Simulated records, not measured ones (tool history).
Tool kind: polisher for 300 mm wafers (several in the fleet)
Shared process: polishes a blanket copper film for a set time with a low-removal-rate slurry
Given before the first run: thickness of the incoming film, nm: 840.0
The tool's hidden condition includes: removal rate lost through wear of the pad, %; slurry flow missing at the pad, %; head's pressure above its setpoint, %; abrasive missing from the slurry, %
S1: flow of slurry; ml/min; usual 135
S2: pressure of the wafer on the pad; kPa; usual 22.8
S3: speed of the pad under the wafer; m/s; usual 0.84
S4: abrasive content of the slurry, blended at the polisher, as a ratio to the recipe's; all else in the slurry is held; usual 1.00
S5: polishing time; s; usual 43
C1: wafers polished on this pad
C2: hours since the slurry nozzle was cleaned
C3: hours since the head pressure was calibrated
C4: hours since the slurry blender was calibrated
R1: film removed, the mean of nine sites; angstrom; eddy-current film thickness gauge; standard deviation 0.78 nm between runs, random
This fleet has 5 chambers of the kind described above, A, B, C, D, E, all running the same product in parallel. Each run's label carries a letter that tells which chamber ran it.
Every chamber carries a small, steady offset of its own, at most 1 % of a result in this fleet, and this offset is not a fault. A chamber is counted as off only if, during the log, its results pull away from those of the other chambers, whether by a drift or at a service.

{"run": "1D", "hour": 10.9, "S1": 135, "S2": 22.8, "S3": 0.84, "S4": 1.0, "S5": 43, "C1": 270, "C2": 137.5, "C3": 281.1, "C4": 148.5, "R1": 1306.2}
{"hour": 12.8, "done": "chamber B: worn pad replaced by a new one"}
{"hour": 14.6, "done": "chamber A: worn pad replaced by a new one"}
{"hour": 15.6, "done": "chamber E: slurry blender recalibrated"}
{"run": "2B", "hour": 21.6, "S1": 135, "S2": 22.8, "S3": 0.84, "S4": 1.0, "S5": 43, "C1": 95, "C2": 750.2, "C3": 287.1, "C4": 243.7, "R1": 1295.2}
{"run": "3E", "hour": 31.8, "S1": 135, "S2": 22.8, "S3": 0.84, "S4": 1.0, "S5": 43, "C1": 824, "C2": 130.9, "C3": 803.6, "C4": 16.2, "R1": 1288.7}
{"hour": 32.8, "done": "chamber B: slurry nozzle cleaned"}
{"hour": 40.4, "done": "chamber C: worn pad replaced by a new one"}
{"run": "4A", "hour": 45.3, "S1": 135, "S2": 22.8, "S3": 0.84, "S4": 1.0, "S5": 43, "C1": 332, "C2": 180.1, "C3": 415.1, "C4": 394.7, "R1": 1303.0}
{"hour": 50.8, "done": "chamber E: worn pad replaced by a new one"}
{"hour": 54.7, "done": "chamber A: slurry blender recalibrated"}
{"run": "5C", "hour": 59.0, "S1": 135, "S2": 22.8, "S3": 0.84, "S4": 1.0, "S5": 43, "C1": 201, "C2": 173.6, "C3": 940.2, "C4": 153.5, "R1": 1291.8}
{"hour": 59.8, "done": "chamber B: slurry blender recalibrated"}
{"run": "6B", "hour": 72.3, "S1": 135, "S2": 22.8, "S3": 0.94, "S4": 1.0, "S5": 56, "C1": 642, "C2": 39.5, "C3": 337.8, "C4": 12.6, "R1": 1889.1}
{"run": "7E", "hour": 82.8, "S1": 135, "S2": 22.8, "S3": 0.94, "S4": 1.0, "S5": 56, "C1": 345, "C2": 181.9, "C3": 854.6, "C4": 67.2, "R1": 1911.3}
{"hour": 87.0, "done": "chamber D: slurry blender recalibrated"}
{"run": "8A", "hour": 93.1, "S1": 135, "S2": 22.8, "S3": 0.94, "S4": 1.0, "S5": 56, "C1": 848, "C2": 227.9, "C3": 462.9, "C4": 38.4, "R1": 1883.9}
{"hour": 94.4, "done": "chamber C: slurry nozzle cleaned"}
{"hour": 98.9, "done": "chamber C: slurry blender recalibrated"}
{"run": "9D", "hour": 99.9, "S1": 135, "S2": 22.8, "S3": 0.94, "S4": 1.0, "S5": 56, "C1": 1230, "C2": 226.5, "C3": 370.1, "C4": 12.9, "R1": 1868.4}
{"hour": 102.0, "done": "chamber D: worn pad replaced by a new one"}
{"run": "10C", "hour": 108.1, "S1": 135, "S2": 22.8, "S3": 0.94, "S4": 1.0, "S5": 56, "C1": 730, "C2": 13.7, "C3": 989.3, "C4": 9.3, "R1": 1880.9}
{"hour": 108.4, "done": "chamber B: worn pad replaced by a new one"}
{"run": "11B", "hour": 116.7, "S1": 135, "S2": 22.8, "S3": 0.84, "S4": 1.0, "S5": 43, "C1": 90, "C2": 83.9, "C3": 382.2, "C4": 57.0, "R1": 1304.1}
{"hour": 122.5, "done": "chamber C: worn pad replaced by a new one"}
{"run": "12A", "hour": 126.4, "S1": 135, "S2": 22.8, "S3": 0.84, "S4": 0.75, "S5": 43, "C1": 1207, "C2": 261.2, "C3": 496.2, "C4": 71.7, "R1": 1218.3}
{"hour": 128.3, "done": "chamber E: worn pad replaced by a new one"}
{"hour": 128.6, "done": "chamber A: worn pad replaced by a new one"}
{"hour": 132.2, "done": "chamber C: head pressure recalibrated"}
{"run": "13E", "hour": 140.3, "S1": 135, "S2": 22.8, "S3": 0.84, "S4": 0.75, "S5": 43, "C1": 130, "C2": 239.4, "C3": 912.1, "C4": 124.7, "R1": 1221.8}
{"run": "14C", "hour": 151.2, "S1": 135, "S2": 22.8, "S3": 0.84, "S4": 0.75, "S5": 43, "C1": 310, "C2": 56.8, "C3": 19.1, "C4": 52.4, "R1": 1306.9}
{"run": "15D", "hour": 165.1, "S1": 135, "S2": 22.8, "S3": 0.84, "S4": 0.75, "S5": 43, "C1": 681, "C2": 291.7, "C3": 435.3, "C4": 78.1, "R1": 1216.0}
{"hour": 165.6, "done": "chamber E: head pressure recalibrated"}
{"run": "16B", "hour": 178.1, "S1": 135, "S2": 22.8, "S3": 0.84, "S4": 0.75, "S5": 43, "C1": 752, "C2": 145.3, "C3": 443.6, "C4": 118.4, "R1": 1216.0}
{"run": "17E", "hour": 185.4, "S1": 135, "S2": 22.8, "S3": 0.84, "S4": 1.0, "S5": 43, "C1": 616, "C2": 284.5, "C3": 19.9, "C4": 169.8, "R1": 1290.2}
{"run": "18D", "hour": 195.3, "S1": 135, "S2": 22.8, "S3": 0.62, "S4": 1.0, "S5": 43, "C1": 1007, "C2": 321.9, "C3": 465.5, "C4": 108.3, "R1": 959.44}
{"hour": 197.0, "done": "chamber C: worn pad replaced by a new one"}
{"run": "19C", "hour": 202.9, "S1": 135, "S2": 22.8, "S3": 0.62, "S4": 1.0, "S5": 43, "C1": 64, "C2": 108.5, "C3": 70.8, "C4": 104.1, "R1": 1022.9}
{"hour": 208.9, "done": "chamber E: worn pad replaced by a new one"}
{"run": "20A", "hour": 211.1, "S1": 135, "S2": 22.8, "S3": 0.62, "S4": 1.0, "S5": 43, "C1": 891, "C2": 345.9, "C3": 580.9, "C4": 156.4, "R1": 936.99}
{"hour": 211.6, "done": "chamber D: worn pad replaced by a new one"}
{"hour": 216.3, "done": "chamber B: worn pad replaced by a new one"}
{"run": "21C", "hour": 221.4, "S1": 135, "S2": 22.8, "S3": 0.62, "S4": 1.0, "S5": 43, "C1": 264, "C2": 127.0, "C3": 89.3, "C4": 122.6, "R1": 1020.8}
{"run": "22A", "hour": 228.4, "S1": 135, "S2": 22.8, "S3": 0.62, "S4": 1.0, "S5": 43, "C1": 1077, "C2": 363.2, "C3": 598.2, "C4": 173.7, "R1": 951.21}
{"run": "23D", "hour": 242.6, "S1": 120, "S2": 22.8, "S3": 0.84, "S4": 1.0, "S5": 49, "C1": 334, "C2": 369.2, "C3": 512.8, "C4": 155.6, "R1": 1441.1}
{"run": "24E", "hour": 256.6, "S1": 120, "S2": 22.8, "S3": 0.84, "S4": 1.0, "S5": 49, "C1": 515, "C2": 355.7, "C3": 91.1, "C4": 241.0, "R1": 1448.5}
{"hour": 265.5, "done": "chamber E: slurry blender recalibrated"}
{"run": "25B", "hour": 268.9, "S1": 120, "S2": 22.8, "S3": 0.84, "S4": 1.0, "S5": 49, "C1": 568, "C2": 236.1, "C3": 534.4, "C4": 209.2, "R1": 1449.5}
{"hour": 269.2, "done": "chamber C: slurry blender recalibrated"}
{"hour": 274.9, "done": "chamber A: worn pad replaced by a new one"}
{"run": "26C", "hour": 275.4, "S1": 120, "S2": 22.8, "S3": 0.84, "S4": 1.0, "S5": 49, "C1": 846, "C2": 181.0, "C3": 143.3, "C4": 6.2, "R1": 1536.2}
{"hour": 278.4, "done": "chamber A: slurry nozzle cleaned"}
{"hour": 278.5, "done": "chamber B: slurry blender recalibrated"}
{"hour": 281.6, "done": "chamber E: worn pad replaced by a new one"}
{"run": "27D", "hour": 282.7, "S1": 120, "S2": 22.8, "S3": 0.84, "S4": 1.0, "S5": 49, "C1": 767, "C2": 409.3, "C3": 552.9, "C4": 195.7, "R1": 1445.2}
{"hour": 288.4, "done": "chamber D: slurry nozzle cleaned"}
{"hour": 290.2, "done": "chamber C: worn pad replaced by a new one"}
{"run": "28B", "hour": 291.5, "S1": 135, "S2": 22.8, "S3": 0.84, "S4": 1.0, "S5": 43, "C1": 812, "C2": 258.7, "C3": 557.0, "C4": 13.1, "R1": 1307.8}
{"hour": 298.0, "done": "chamber D: slurry blender recalibrated"}
{"run": "29A", "hour": 306.1, "S1": 135, "S2": 22.8, "S3": 0.84, "S4": 1.0, "S5": 43, "C1": 337, "C2": 27.7, "C3": 675.9, "C4": 251.4, "R1": 1298.8}
{"hour": 308.9, "done": "chamber C: slurry nozzle cleaned"}
{"run": "30E", "hour": 312.5, "S1": 135, "S2": 22.8, "S3": 0.84, "S4": 1.0, "S5": 43, "C1": 334, "C2": 411.6, "C3": 147.0, "C4": 47.1, "R1": 1288.5}
{"run": "31B", "hour": 326.2, "S1": 135, "S2": 22.8, "S3": 0.84, "S4": 1.0, "S5": 34, "C1": 1186, "C2": 293.4, "C3": 591.7, "C4": 47.8, "R1": 1029.6}
{"hour": 331.9, "done": "chamber B: worn pad replaced by a new one"}
{"run": "32E", "hour": 335.8, "S1": 135, "S2": 22.8, "S3": 0.84, "S4": 1.0, "S5": 34, "C1": 585, "C2": 434.9, "C3": 170.3, "C4": 70.4, "R1": 1032.2}
{"hour": 343.2, "done": "chamber D: worn pad replaced by a new one"}
{"run": "33A", "hour": 347.2, "S1": 135, "S2": 22.8, "S3": 0.84, "S4": 1.0, "S5": 34, "C1": 781, "C2": 68.8, "C3": 717.0, "C4": 292.5, "R1": 1030.5}
{"run": "34D", "hour": 361.1, "S1": 135, "S2": 22.8, "S3": 0.84, "S4": 1.0, "S5": 34, "C1": 194, "C2": 72.8, "C3": 631.3, "C4": 63.2, "R1": 1024.0}
{"hour": 366.3, "done": "chamber E: worn pad replaced by a new one"}
{"run": "35C", "hour": 370.1, "S1": 135, "S2": 22.8, "S3": 0.84, "S4": 1.0, "S5": 34, "C1": 862, "C2": 61.3, "C3": 238.0, "C4": 100.9, "R1": 1080.4}
{"hour": 372.1, "done": "chamber C: worn pad replaced by a new one"}
{"run": "36C", "hour": 380.8, "S1": 110, "S2": 22.8, "S3": 0.84, "S4": 1.0, "S5": 43, "C1": 94, "C2": 72.0, "C3": 248.7, "C4": 111.6, "R1": 1331.8}
{"run": "37B", "hour": 395.6, "S1": 110, "S2": 22.8, "S3": 0.84, "S4": 1.0, "S5": 43, "C1": 688, "C2": 362.8, "C3": 661.1, "C4": 117.2, "R1": 1241.4}
{"run": "38E", "hour": 405.6, "S1": 110, "S2": 22.8, "S3": 0.84, "S4": 1.0, "S5": 43, "C1": 424, "C2": 504.7, "C3": 240.1, "C4": 140.2, "R1": 1237.2}
{"run": "39D", "hour": 417.6, "S1": 110, "S2": 22.8, "S3": 0.84, "S4": 1.0, "S5": 43, "C1": 803, "C2": 129.3, "C3": 687.8, "C4": 119.7, "R1": 1234.6}

Next, every chamber runs the same settings. What will each give?
{"run": "40A", "hour": 428.3, "S1": 165, "S2": 22.8, "S3": 0.84, "S4": 1.0, "S5": 43, "R1": "?"}
{"run": "40B", "hour": 428.3, "S1": 165, "S2": 22.8, "S3": 0.84, "S4": 1.0, "S5": 43, "R1": "?"}
{"run": "40C", "hour": 428.3, "S1": 165, "S2": 22.8, "S3": 0.84, "S4": 1.0, "S5": 43, "R1": "?"}
{"run": "40D", "hour": 428.3, "S1": 165, "S2": 22.8, "S3": 0.84, "S4": 1.0, "S5": 43, "R1": "?"}
{"run": "40E", "hour": 428.3, "S1": 165, "S2": 22.8, "S3": 0.84, "S4": 1.0, "S5": 43, "R1": "?"}

run=40A R1=1338.30
run=40B R1=1359.10
run=40C R1=1426.10
run=40D R1=1349.40
run=40E R1=1353.40
